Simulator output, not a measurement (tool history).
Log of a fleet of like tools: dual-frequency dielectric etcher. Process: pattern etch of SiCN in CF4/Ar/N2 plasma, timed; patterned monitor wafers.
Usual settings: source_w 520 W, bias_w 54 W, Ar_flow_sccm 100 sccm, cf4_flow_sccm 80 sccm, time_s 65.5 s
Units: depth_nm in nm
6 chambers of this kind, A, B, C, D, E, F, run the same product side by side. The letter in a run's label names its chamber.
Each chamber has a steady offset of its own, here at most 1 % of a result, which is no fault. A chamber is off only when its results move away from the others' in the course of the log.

| run | hour | source_w | bias_w | Ar_flow_sccm | cf4_flow_sccm | time_s | hours since the last wet clean | hours since the last source power generator calibration | hours since the last bias power generator calibration | hours since the last Ar flow controller change | hours since the last CF4 flow controller change | read-back reference wafer on the same gauge, depth_nm | depth_nm |
|---|---|---|---|---|---|---|---|---|---|---|---|---|---|
| 1E | 4.8 | 520 | 54 | 100 | 80 | 65.5 | 105.7 | 1137.9 | 195.3 | 984.5 | 1848.7 | 51.604 | 59.534 |
| 2A | 14.2 | 520 | 54 | 100 | 80 | 65.5 | 160.1 | 2382.4 | 2678.6 | 3625.4 | 2156.1 | 51.598 | 59.563 |
| 3F | 21.5 | 520 | 54 | 100 | 80 | 65.5 | 245.1 | 2721.3 | 4049.6 | 4058 | 2186.1 | 51.6 | 59.539 |
|  | 27.3 | chamber B: wet clean of the chamber |
| 4D | 27.4 | 520 | 54 | 100 | 80 | 65.5 | 131 | 1331.9 | 2459.3 | 1290.9 | 4061.3 | 51.562 | 58.906 |
|  | 29.3 | chamber A: bias power generator calibrated |
|  | 30 | chamber C: Ar flow controller replaced |
| 5B | 37.8 | 520 | 54 | 100 | 80 | 65.5 | 10.5 | 672.7 | 5398.2 | 4380.1 | 709.7 | 51.534 | 59.688 |
| 6C | 44.2 | 520 | 54 | 100 | 80 | 65.5 | 474.5 | 658.7 | 182.9 | 14.2 | 1172 | 51.568 | 59.835 |
|  | 48 | chamber B: bias power generator calibrated |
| 7C | 49.5 | 520 | 54 | 100 | 80 | 65.5 | 479.8 | 664 | 188.2 | 19.5 | 1177.3 | 51.644 | 59.842 |
| 8E | 57.4 | 520 | 54 | 100 | 80 | 65.5 | 158.3 | 1190.5 | 247.9 | 1037.1 | 1901.3 | 51.567 | 59.619 |
| 9A | 64.2 | 520 | 54 | 100 | 80 | 65.5 | 210.1 | 2432.4 | 35 | 3675.4 | 2206.1 | 51.611 | 58.949 |
| 10F | 73.3 | 520 | 54 | 100 | 80 | 65.5 | 296.9 | 2773.1 | 4101.4 | 4109.8 | 2237.9 | 51.544 | 59.523 |
| 11B | 80.3 | 520 | 54 | 100 | 80 | 65.5 | 53 | 715.2 | 32.4 | 4422.6 | 752.2 | 51.572 | 60.029 |
| 12D | 87.7 | 520 | 54 | 100 | 80 | 65.5 | 191.3 | 1392.2 | 2519.6 | 1351.2 | 4121.6 | 51.596 | 58.975 |
| 13C | 96.9 | 520 | 54 | 100 | 80 | 65.5 | 527.2 | 711.4 | 235.6 | 66.9 | 1224.7 | 51.637 | 59.852 |
| 14F | 106.4 | 520 | 54 | 100 | 80 | 65.5 | 330 | 2806.2 | 4134.5 | 4142.9 | 2271 | 51.636 | 59.353 |
| 15B | 112.8 | 520 | 54 | 100 | 80 | 65.5 | 85.5 | 747.7 | 64.9 | 4455.1 | 784.7 | 51.623 | 60.138 |
| 16E | 118.7 | 520 | 54 | 100 | 80 | 65.5 | 219.6 | 1251.8 | 309.2 | 1098.4 | 1962.6 | 51.569 | 59.413 |
| 17A | 126.7 | 520 | 54 | 100 | 80 | 65.5 | 272.6 | 2494.9 | 97.5 | 3737.9 | 2268.6 | 51.569 | 59.179 |
| 18D | 134.2 | 520 | 54 | 100 | 80 | 65.5 | 237.8 | 1438.7 | 2566.1 | 1397.7 | 4168.1 | 51.66 | 59.278 |
| 19A | 141 | 520 | 54 | 100 | 67 | 65.5 | 286.9 | 2509.2 | 111.8 | 3752.2 | 2282.9 | 51.619 | 57.908 |
| 20F | 146.4 | 520 | 54 | 100 | 67 | 65.5 | 370 | 2846.2 | 4174.5 | 4182.9 | 2311 | 51.544 | 58.422 |
| 21D | 154.2 | 520 | 54 | 100 | 67 | 65.5 | 257.8 | 1458.7 | 2586.1 | 1417.7 | 4188.1 | 51.612 | 57.157 |
|  | 155.8 | chamber F: bias power generator calibrated |
| 22E | 164 | 520 | 54 | 100 | 67 | 65.5 | 264.9 | 1297.1 | 354.5 | 1143.7 | 2007.9 | 51.641 | 57.35 |
| 23B | 169.1 | 520 | 54 | 100 | 67 | 65.5 | 141.8 | 804 | 121.2 | 4511.4 | 841 | 51.584 | 57.897 |
| 24C | 176.1 | 520 | 54 | 100 | 67 | 65.5 | 606.4 | 790.6 | 314.8 | 146.1 | 1303.9 | 51.572 | 57.894 |
| 25C | 183 | 520 | 54 | 79 | 80 | 65.5 | 613.3 | 797.5 | 321.7 | 153 | 1310.8 | 51.619 | 62.683 |
| 26F | 190 | 520 | 54 | 79 | 80 | 65.5 | 413.6 | 2889.8 | 34.3 | 4226.5 | 2354.6 | 51.552 | 62.449 |
| 27D | 194.6 | 520 | 54 | 79 | 80 | 65.5 | 298.2 | 1499.1 | 2626.5 | 1458.1 | 4228.5 | 51.646 | 61.296 |
| 28E | 202.4 | 520 | 54 | 79 | 80 | 65.5 | 303.3 | 1335.5 | 392.9 | 1182.1 | 2046.3 | 51.636 | 61.526 |
| 29B | 211 | 520 | 54 | 79 | 80 | 65.5 | 183.7 | 845.9 | 163.1 | 4553.3 | 882.9 | 51.62 | 62.011 |
| 30A | 218.4 | 520 | 54 | 79 | 80 | 65.5 | 364.3 | 2586.6 | 189.2 | 3829.6 | 2360.3 | 51.568 | 61.076 |
| 31E | 222.9 | 520 | 54 | 100 | 80 | 65.5 | 323.8 | 1356 | 413.4 | 1202.6 | 2066.8 | 51.625 | 59.152 |
| 32B | 232 | 520 | 68 | 100 | 67 | 65.5 | 204.7 | 866.9 | 184.1 | 4574.3 | 903.9 | 51.633 | 62.49 |
| 33A | 237 | 520 | 68 | 100 | 67 | 65.5 | 382.9 | 2605.2 | 207.8 | 3848.2 | 2378.9 | 51.591 | 61.744 |
|  | 242.3 | chamber C: wet clean of the chamber |
|  | 242.5 | chamber E: wet clean of the chamber |
| 34F | 243.3 | 520 | 68 | 100 | 67 | 65.5 | 466.9 | 2943.1 | 87.6 | 4279.8 | 2407.9 | 51.56 | 63.918 |
| 35D | 248.9 | 520 | 68 | 100 | 67 | 65.5 | 352.5 | 1553.4 | 2680.8 | 1512.4 | 4282.8 | 51.615 | 62.254 |
| 36C | 254.4 | 520 | 68 | 100 | 67 | 65.5 | 12.2 | 868.9 | 393.1 | 224.4 | 1382.2 | 51.565 | 63.049 |
|  | 264 | chamber A: source power generator calibrated |
| 37E | 264.5 | 520 | 68 | 100 | 67 | 65.5 | 22.1 | 1397.6 | 455 | 1244.2 | 2108.4 | 51.596 | 62.536 |
| 38B | 270.3 | 520 | 54 | 100 | 80 | 65.5 | 243 | 905.2 | 222.4 | 4612.6 | 942.2 | 51.58 | 59.804 |
| 39A | 280.3 | 520 | 54 | 100 | 80 | 65.5 | 426.2 | 16.4 | 251.1 | 3891.5 | 2422.2 | 51.619 | 58.949 |

Is one chamber off against the others, does the gauge drift, or is nothing wrong? If a chamber is off, say which, and what the likeliest cause is.

Chamber F drifts away from the others.
Cause: etch rate over this chamber's usual, % = 4.07.
The log may not tell that from: source power that arrives over what is set, %.

Here are 4 candidates for chamber F's next run, each the usual settings with a change, their results left as question marks. Which one brings its results back in line with what the others give on the usual settings?
In line means no further than this from the other chambers' mean on the usual settings: depth_nm 0.81 nm
| 40F-1 | 287.8 | 520 | 52 | 102 | 80 | 65.5 |  |  |  |  |  |  | ? |
| 40F-2 | 287.8 | 530 | 54 | 100 | 80 | 67 |  |  |  |  |  |  | ? |
| 40F-3 | 287.8 | 500 | 53 | 101 | 80 | 65.5 |  |  |  |  |  |  | ? |
| 40F-4 | 287.8 | 530 | 54 | 100 | 80 | 65.5 |  |  |  |  |  |  | ? |

The other chambers' mean on the usual settings: depth_nm 59.458 nm
| run | depth_nm |
|---|---|
| 40F-1 | 60.895 |
| 40F-2 | 64.327 |
| 40F-3 | 59.246 |
| 40F-4 | 62.887 |
40F-3 brings the chamber back in line.
